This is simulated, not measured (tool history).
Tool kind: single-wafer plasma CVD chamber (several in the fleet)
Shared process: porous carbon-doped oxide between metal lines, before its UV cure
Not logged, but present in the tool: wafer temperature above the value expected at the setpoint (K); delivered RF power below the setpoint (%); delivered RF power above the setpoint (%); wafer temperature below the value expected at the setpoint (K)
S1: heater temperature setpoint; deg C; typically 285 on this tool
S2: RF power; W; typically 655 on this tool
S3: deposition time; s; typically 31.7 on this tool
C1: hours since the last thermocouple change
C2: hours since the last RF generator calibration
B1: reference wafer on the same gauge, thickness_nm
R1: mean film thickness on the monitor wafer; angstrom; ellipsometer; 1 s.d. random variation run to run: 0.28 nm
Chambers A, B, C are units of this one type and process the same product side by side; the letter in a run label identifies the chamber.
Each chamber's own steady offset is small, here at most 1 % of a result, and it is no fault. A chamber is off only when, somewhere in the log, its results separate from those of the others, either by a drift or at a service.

{"run": "1C", "day": 0.362, "S1": 285, "S2": 655, "S3": 31.7, "C1": 598.0, "C2": 449.9, "B1": 201.92, "R1": 2233.2}
{"run": "2B", "day": 0.521, "S1": 285, "S2": 655, "S3": 31.7, "C1": 353.8, "C2": 910.3, "B1": 201.92, "R1": 2226.4}
{"run": "3A", "day": 0.725, "S1": 285, "S2": 655, "S3": 31.7, "C1": 1375.9, "C2": 658.7, "B1": 201.89, "R1": 2246.5}
{"run": "4C", "day": 0.9, "S1": 285, "S2": 655, "S3": 31.7, "C1": 610.9, "C2": 462.8, "B1": 201.9, "R1": 2237.4}
{"run": "5B", "day": 1.062, "S1": 285, "S2": 705, "S3": 37.2, "C1": 366.8, "C2": 923.3, "B1": 201.92, "R1": 2711.1}
{"run": "6A", "day": 1.308, "S1": 285, "S2": 705, "S3": 37.2, "C1": 1389.9, "C2": 672.7, "B1": 201.83, "R1": 2752.1}
{"run": "7C", "day": 1.483, "S1": 285, "S2": 705, "S3": 37.2, "C1": 624.9, "C2": 476.8, "B1": 201.77, "R1": 2733.2}
{"run": "8A", "day": 1.746, "S1": 285, "S2": 655, "S3": 31.7, "C1": 1400.4, "C2": 683.2, "B1": 201.7, "R1": 2236.9}
{"run": "9B", "day": 1.925, "S1": 285, "S2": 655, "S3": 31.7, "C1": 387.5, "C2": 944.0, "B1": 201.73, "R1": 2216.4}
{"run": "10B", "day": 2.233, "S1": 285, "S2": 655, "S3": 31.7, "C1": 394.9, "C2": 951.4, "B1": 201.66, "R1": 2213.0}
{"run": "11C", "day": 2.433, "S1": 285, "S2": 655, "S3": 31.7, "C1": 647.7, "C2": 499.6, "B1": 201.57, "R1": 2236.9}
{"run": "12A", "day": 2.792, "S1": 285, "S2": 655, "S3": 31.7, "C1": 1425.5, "C2": 708.3, "B1": 201.56, "R1": 2241.5}
{"run": "13C", "day": 3.142, "S1": 285, "S2": 655, "S3": 31.7, "C1": 664.7, "C2": 516.6, "B1": 201.61, "R1": 2235.8}
{"run": "14B", "day": 3.354, "S1": 285, "S2": 655, "S3": 31.7, "C1": 421.8, "C2": 978.3, "B1": 201.5, "R1": 2218.2}
{"run": "15A", "day": 3.696, "S1": 285, "S2": 655, "S3": 31.7, "C1": 1447.2, "C2": 730.0, "B1": 201.45, "R1": 2231.1}
{"run": "16C", "day": 3.896, "S1": 285, "S2": 530, "S3": 34.8, "C1": 682.8, "C2": 534.7, "B1": 201.4, "R1": 2122.2}
{"run": "17B", "day": 4.233, "S1": 285, "S2": 530, "S3": 34.8, "C1": 442.9, "C2": 999.4, "B1": 201.33, "R1": 2108.9}
{"run": "18A", "day": 4.408, "S1": 285, "S2": 530, "S3": 34.8, "C1": 1464.3, "C2": 747.1, "B1": 201.34, "R1": 2121.9}
{"run": "19A", "day": 4.75, "S1": 293, "S2": 655, "S3": 28.6, "C1": 1472.5, "C2": 755.3, "B1": 201.35, "R1": 1926.8}
{"run": "20C", "day": 5.067, "S1": 293, "S2": 655, "S3": 28.6, "C1": 710.9, "C2": 562.8, "B1": 201.22, "R1": 1923.8}
{"run": "21B", "day": 5.4, "S1": 293, "S2": 655, "S3": 28.6, "C1": 470.9, "C2": 1027.4, "B1": 201.16, "R1": 1902.0}
{"run": "22C", "day": 5.612, "S1": 273, "S2": 575, "S3": 31.7, "C1": 724.0, "C2": 575.9, "B1": 201.15, "R1": 2209.1}
{"run": "23A", "day": 5.967, "S1": 273, "S2": 575, "S3": 31.7, "C1": 1501.7, "C2": 784.5, "B1": 201.13, "R1": 2205.9}
{"run": "24B", "day": 6.15, "S1": 273, "S2": 575, "S3": 31.7, "C1": 488.9, "C2": 1045.4, "B1": 201.13, "R1": 2196.9}
{"run": "25C", "day": 6.408, "S1": 285, "S2": 655, "S3": 31.7, "C1": 743.1, "C2": 595.0, "B1": 201.04, "R1": 2224.8}
{"run": "26A", "day": 6.683, "S1": 285, "S2": 655, "S3": 25.7, "C1": 1518.9, "C2": 801.7, "B1": 200.97, "R1": 1824.2}

Next, all 3 chambers run the settings below, one line each with question marks for the results. What does each chamber give?
{"run": "27A", "day": 6.946, "S1": 285, "S2": 760, "S3": 31.7, "R1": "?"}
{"run": "27B", "day": 6.946, "S1": 285, "S2": 760, "S3": 31.7, "R1": "?"}
{"run": "27C", "day": 6.946, "S1": 285, "S2": 760, "S3": 31.7, "R1": "?"}

run=27A R1=2467.3
run=27B R1=2427.9
run=27C R1=2448.5
